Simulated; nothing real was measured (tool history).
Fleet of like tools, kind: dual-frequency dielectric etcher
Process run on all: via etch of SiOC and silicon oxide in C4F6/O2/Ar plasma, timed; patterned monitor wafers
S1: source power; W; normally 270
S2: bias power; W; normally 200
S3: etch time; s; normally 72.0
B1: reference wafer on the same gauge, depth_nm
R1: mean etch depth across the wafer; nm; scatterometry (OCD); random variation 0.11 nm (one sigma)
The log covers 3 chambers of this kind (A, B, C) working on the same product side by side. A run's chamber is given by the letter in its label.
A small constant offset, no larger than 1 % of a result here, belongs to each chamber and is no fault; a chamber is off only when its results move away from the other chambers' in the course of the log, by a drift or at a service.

Run 1A, hour 13.6: usual settings; B1 80.811. Result: R1 72.458 nm.
Run 2C, hour 23.9: usual settings; B1 80.844. Result: R1 72.696 nm.
Run 3B, hour 37.7: usual settings; B1 80.886. Result: R1 72.659 nm.
Run 4A, hour 45.7: usual settings; B1 80.904. Result: R1 72.394 nm.
Run 5C, hour 52.7: usual settings; B1 80.912. Result: R1 72.878 nm.
Run 6B, hour 64.7: usual settings; B1 80.917. Result: R1 72.866 nm.
Run 7A, hour 73.9: usual settings; B1 80.928. Result: R1 72.344 nm.
Run 8B, hour 82.8: usual settings; B1 80.967. Result: R1 72.837 nm.
Run 9C, hour 91.6: usual settings; B1 80.952. Result: R1 72.760 nm.
Run 10A, hour 105.0: usual settings but S1 200 W; B1 80.968. Result: R1 64.811 nm.
At hour 115.7: chamber A: wet clean of the chamber.
Run 11C, hour 118.1: usual settings but S1 200 W; B1 81.008. Result: R1 64.960 nm.
Run 12B, hour 129.7: usual settings but S1 200 W; B1 80.999. Result: R1 65.063 nm.
Run 13A, hour 141.0: usual settings but S1 340 W, S3 82.5 s; B1 81.029. Result: R1 90.764 nm.
Run 14B, hour 154.8: usual settings but S1 340 W, S3 82.5 s; B1 81.058. Result: R1 91.658 nm.
Run 15C, hour 161.9: usual settings but S1 340 W, S3 82.5 s; B1 81.092. Result: R1 91.755 nm.
Run 16A, hour 169.9: usual settings but S1 310 W, S3 54.5 s; B1 81.082. Result: R1 57.939 nm.
Run 17B, hour 180.6: usual settings but S1 310 W, S3 54.5 s; B1 81.150. Result: R1 58.353 nm.
At hour 187.9: chamber B: bias power generator calibrated.
Run 18C, hour 191.9: usual settings but S1 310 W, S3 54.5 s; B1 81.113. Result: R1 58.381 nm.
Run 19C, hour 200.6: usual settings; B1 81.180. Result: R1 73.203 nm.
Run 20A, hour 212.9: usual settings; B1 81.201. Result: R1 72.489 nm.
Run 21B, hour 221.3: usual settings; B1 81.179. Result: R1 72.992 nm.
Run 22A, hour 231.0: usual settings; B1 81.233. Result: R1 72.539 nm.
Run 23B, hour 239.5: usual settings; B1 81.240. Result: R1 73.104 nm.
At hour 240.0: chamber A: bias power generator calibrated.
At hour 247.2: chamber B: wet clean of the chamber.
Run 24C, hour 252.9: usual settings but S3 78.5 s; B1 81.260. Result: R1 79.805 nm.
Run 25C, hour 262.9: usual settings but S3 78.5 s; B1 81.285. Result: R1 79.726 nm.
Run 26B, hour 277.6: usual settings but S3 78.5 s; B1 81.302. Result: R1 79.593 nm.
Run 27A, hour 286.3: usual settings; B1 81.292. Result: R1 72.723 nm.

All 3 chambers run these settings next. Forecast each chamber's results:
Run 28A, hour 296.9: usual settings. Result: R1 ?.
Run 28B, hour 296.9: usual settings. Result: R1 ?.
Run 28C, hour 296.9: usual settings. Result: R1 ?.

run      R1
28A  72.848
28B  73.012
28C  73.351

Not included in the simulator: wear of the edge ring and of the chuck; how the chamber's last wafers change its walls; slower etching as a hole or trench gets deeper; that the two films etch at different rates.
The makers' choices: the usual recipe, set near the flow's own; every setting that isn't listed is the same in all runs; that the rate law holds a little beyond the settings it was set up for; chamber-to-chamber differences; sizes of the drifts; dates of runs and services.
